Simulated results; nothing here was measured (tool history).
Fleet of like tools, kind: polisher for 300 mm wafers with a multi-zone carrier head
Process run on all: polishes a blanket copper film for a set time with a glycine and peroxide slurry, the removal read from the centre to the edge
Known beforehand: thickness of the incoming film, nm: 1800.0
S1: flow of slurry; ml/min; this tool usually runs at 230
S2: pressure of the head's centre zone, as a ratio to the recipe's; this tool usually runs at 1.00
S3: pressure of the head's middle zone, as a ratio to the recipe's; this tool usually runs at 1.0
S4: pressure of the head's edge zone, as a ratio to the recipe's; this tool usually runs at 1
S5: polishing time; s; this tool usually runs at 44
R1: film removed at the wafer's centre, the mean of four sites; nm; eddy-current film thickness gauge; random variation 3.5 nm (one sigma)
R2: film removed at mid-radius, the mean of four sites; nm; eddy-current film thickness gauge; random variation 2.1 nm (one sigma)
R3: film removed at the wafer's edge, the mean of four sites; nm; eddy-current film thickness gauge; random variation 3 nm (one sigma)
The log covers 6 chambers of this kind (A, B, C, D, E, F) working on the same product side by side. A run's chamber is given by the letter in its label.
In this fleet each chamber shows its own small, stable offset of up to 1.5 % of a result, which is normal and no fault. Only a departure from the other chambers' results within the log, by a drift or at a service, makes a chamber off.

| run | hour | S1 | S2 | S3 | S4 | S5 | R1 | R2 | R3 |
|---|---|---|---|---|---|---|---|---|---|
|  | 10.5 | chamber A: worn pad replaced by a new one |
| 1D | 12.0 | 230 | 1.00 | 1.0 | 1 | 44 | 239.46 | 239.67 | 234.77 |
|  | 15.7 | chamber C: worn pad replaced by a new one |
| 2C | 19.8 | 230 | 1.00 | 1.0 | 1 | 44 | 236.96 | 239.42 | 235.85 |
| 3B | 31.0 | 230 | 1.00 | 1.0 | 1 | 44 | 242.84 | 234.41 | 236.31 |
| 4A | 39.9 | 230 | 1.00 | 1.0 | 1 | 44 | 242.04 | 240.61 | 237.47 |
|  | 42.5 | chamber D: slurry nozzle cleaned |
| 5F | 49.2 | 230 | 1.00 | 1.0 | 1 | 44 | 240.40 | 235.69 | 236.13 |
|  | 58.1 | chamber B: worn pad replaced by a new one |
| 6E | 58.5 | 230 | 1.00 | 1.0 | 1 | 44 | 230.91 | 242.69 | 238.68 |
|  | 58.7 | chamber E: worn pad replaced by a new one |
| 7F | 67.9 | 230 | 0.89 | 1.0 | 1 | 44 | 207.74 | 239.13 | 246.43 |
|  | 72.5 | chamber F: worn pad replaced by a new one |
|  | 74.0 | chamber B: centre zone pressure recalibrated |
| 8C | 80.6 | 230 | 0.89 | 1.0 | 1 | 44 | 212.83 | 238.34 | 236.53 |
|  | 84.0 | chamber A: worn pad replaced by a new one |
| 9A | 88.4 | 230 | 0.89 | 1.0 | 1 | 44 | 209.45 | 241.18 | 240.87 |
|  | 95.0 | chamber C: worn pad replaced by a new one |
|  | 99.3 | chamber F: edge zone pressure recalibrated |
| 10D | 100.4 | 230 | 0.89 | 1.0 | 1 | 44 | 201.69 | 235.25 | 232.89 |
| 11B | 110.8 | 230 | 0.89 | 1.0 | 1 | 44 | 215.04 | 238.86 | 234.29 |
|  | 121.1 | chamber C: edge zone pressure recalibrated |
| 12E | 123.7 | 230 | 0.89 | 1.0 | 1 | 44 | 205.67 | 235.74 | 245.58 |
|  | 127.5 | chamber B: worn pad replaced by a new one |
| 13D | 132.0 | 230 | 1.00 | 1.0 | 1 | 44 | 228.03 | 229.56 | 230.24 |
|  | 138.1 | chamber A: slurry nozzle cleaned |
|  | 140.1 | chamber E: worn pad replaced by a new one |
| 14F | 144.4 | 230 | 1.00 | 1.0 | 1 | 44 | 243.10 | 239.94 | 239.80 |
| 15B | 151.0 | 230 | 1.00 | 1.0 | 1 | 44 | 242.62 | 238.93 | 242.47 |
|  | 158.1 | chamber A: worn pad replaced by a new one |
| 16A | 162.4 | 230 | 1.00 | 1.0 | 1 | 44 | 244.99 | 241.41 | 235.89 |
|  | 169.5 | chamber F: worn pad replaced by a new one |
|  | 172.6 | chamber C: worn pad replaced by a new one |
| 17E | 173.7 | 230 | 1.00 | 1.0 | 1 | 44 | 234.83 | 238.89 | 242.88 |
|  | 175.9 | chamber C: slurry nozzle cleaned |
| 18C | 187.2 | 230 | 1.00 | 1.0 | 1 | 44 | 241.61 | 238.48 | 242.28 |
| 19B | 193.2 | 230 | 1.00 | 1.0 | 1 | 44 | 235.36 | 240.71 | 236.12 |
| 20D | 200.1 | 230 | 0.96 | 1.0 | 1 | 44 | 219.25 | 227.18 | 223.81 |
|  | 201.5 | chamber B: worn pad replaced by a new one |
|  | 208.2 | chamber E: worn pad replaced by a new one |
|  | 208.9 | chamber D: centre zone pressure recalibrated |
| 21C | 213.3 | 230 | 0.96 | 1.0 | 1 | 44 | 223.30 | 242.44 | 235.35 |
| 22A | 224.3 | 230 | 0.96 | 1.0 | 1 | 44 | 230.27 | 236.83 | 236.70 |
|  | 225.0 | chamber B: slurry nozzle cleaned |
|  | 228.5 | chamber A: worn pad replaced by a new one |
| 23F | 236.7 | 230 | 0.96 | 1.0 | 1 | 44 | 225.80 | 237.03 | 233.84 |
|  | 243.1 | chamber F: centre zone pressure recalibrated |
| 24E | 249.0 | 230 | 0.96 | 1.0 | 1 | 44 | 230.88 | 237.80 | 246.49 |
| 25F | 255.8 | 230 | 0.96 | 1.0 | 1 | 44 | 230.68 | 239.80 | 244.07 |
|  | 257.9 | chamber C: worn pad replaced by a new one |
| 26C | 269.5 | 230 | 1.00 | 1.0 | 1 | 44 | 244.84 | 238.77 | 238.48 |
|  | 273.6 | chamber F: worn pad replaced by a new one |
|  | 275.0 | chamber B: worn pad replaced by a new one |
| 27A | 278.9 | 185 | 1.00 | 1.0 | 1 | 51 | 263.32 | 275.81 | 264.56 |
|  | 283.3 | chamber E: worn pad replaced by a new one |
| 28B | 285.6 | 185 | 1.00 | 1.0 | 1 | 51 | 271.28 | 264.39 | 273.85 |
| 29E | 297.7 | 185 | 1.00 | 1.0 | 1 | 51 | 267.94 | 266.80 | 274.59 |
| 30D | 304.6 | 185 | 1.00 | 1.0 | 1 | 51 | 244.17 | 245.28 | 248.49 |
|  | 309.7 | chamber A: worn pad replaced by a new one |
| 31E | 312.7 | 185 | 1.00 | 1.0 | 1 | 51 | 266.65 | 271.15 | 278.16 |
| 32A | 321.4 | 185 | 1.00 | 1.0 | 1 | 51 | 268.50 | 271.44 | 271.70 |
|  | 330.4 | chamber C: worn pad replaced by a new one |
| 33B | 334.5 | 230 | 1.00 | 1.0 | 1 | 44 | 236.02 | 237.61 | 241.67 |
| 34D | 342.5 | 230 | 1.00 | 1.0 | 1 | 44 | 217.06 | 213.75 | 213.46 |
| 35C | 353.7 | 230 | 1.00 | 1.0 | 1 | 44 | 238.31 | 241.34 | 240.52 |
|  | 361.5 | chamber F: worn pad replaced by a new one |
| 36F | 362.1 | 230 | 1.00 | 0.9 | 1 | 44 | 235.32 | 216.05 | 236.43 |
| 37F | 375.8 | 230 | 1.00 | 0.9 | 1 | 44 | 238.35 | 215.88 | 242.20 |

Has any chamber moved away from the others, gradually or after a service, or does the common gauge drift, or do the chambers differ only by their own small steady offsets? State the chamber and the most likely cause if one applies.

One chamber, D, drifts off from the rest bit by bit.
Most likely cause: removal rate lost through wear of the pad, % = 11.4.

Below are 4 candidate recipes for chamber D's next run, each the usual settings with a change, their results shown as question marks. Which of them brings D's results back in line with what the other chambers give on the usual settings?
In-line tolerance around the mean of the other chambers on the usual settings: R1 12.00 nm; R2 7.30 nm; R3 11.00 nm
| 38D-1 | 385.7 | 230 | 1.00 | 1.0 | 1 | 46 | ? | ? | ? |
| 38D-2 | 385.7 | 230 | 1.00 | 1.0 | 1 | 42 | ? | ? | ? |
| 38D-3 | 385.7 | 225 | 0.99 | 1.0 | 1 | 39 | ? | ? | ? |
| 38D-4 | 385.7 | 235 | 1.01 | 1.0 | 1 | 49 | ? | ? | ? |

Usual-settings mean across the other chambers: R1 239.56 nm; R2 239.31 nm; R3 239.72 nm
| run | R1 | R2 | R3 |
|---|---|---|---|
| 38D-1 | 220.34 | 222.43 | 224.70 |
| 38D-2 | 201.18 | 203.09 | 205.16 |
| 38D-3 | 184.17 | 188.06 | 190.11 |
| 38D-4 | 238.01 | 237.56 | 239.84 |
It is 38D-4 that realigns the chamber with its peers.
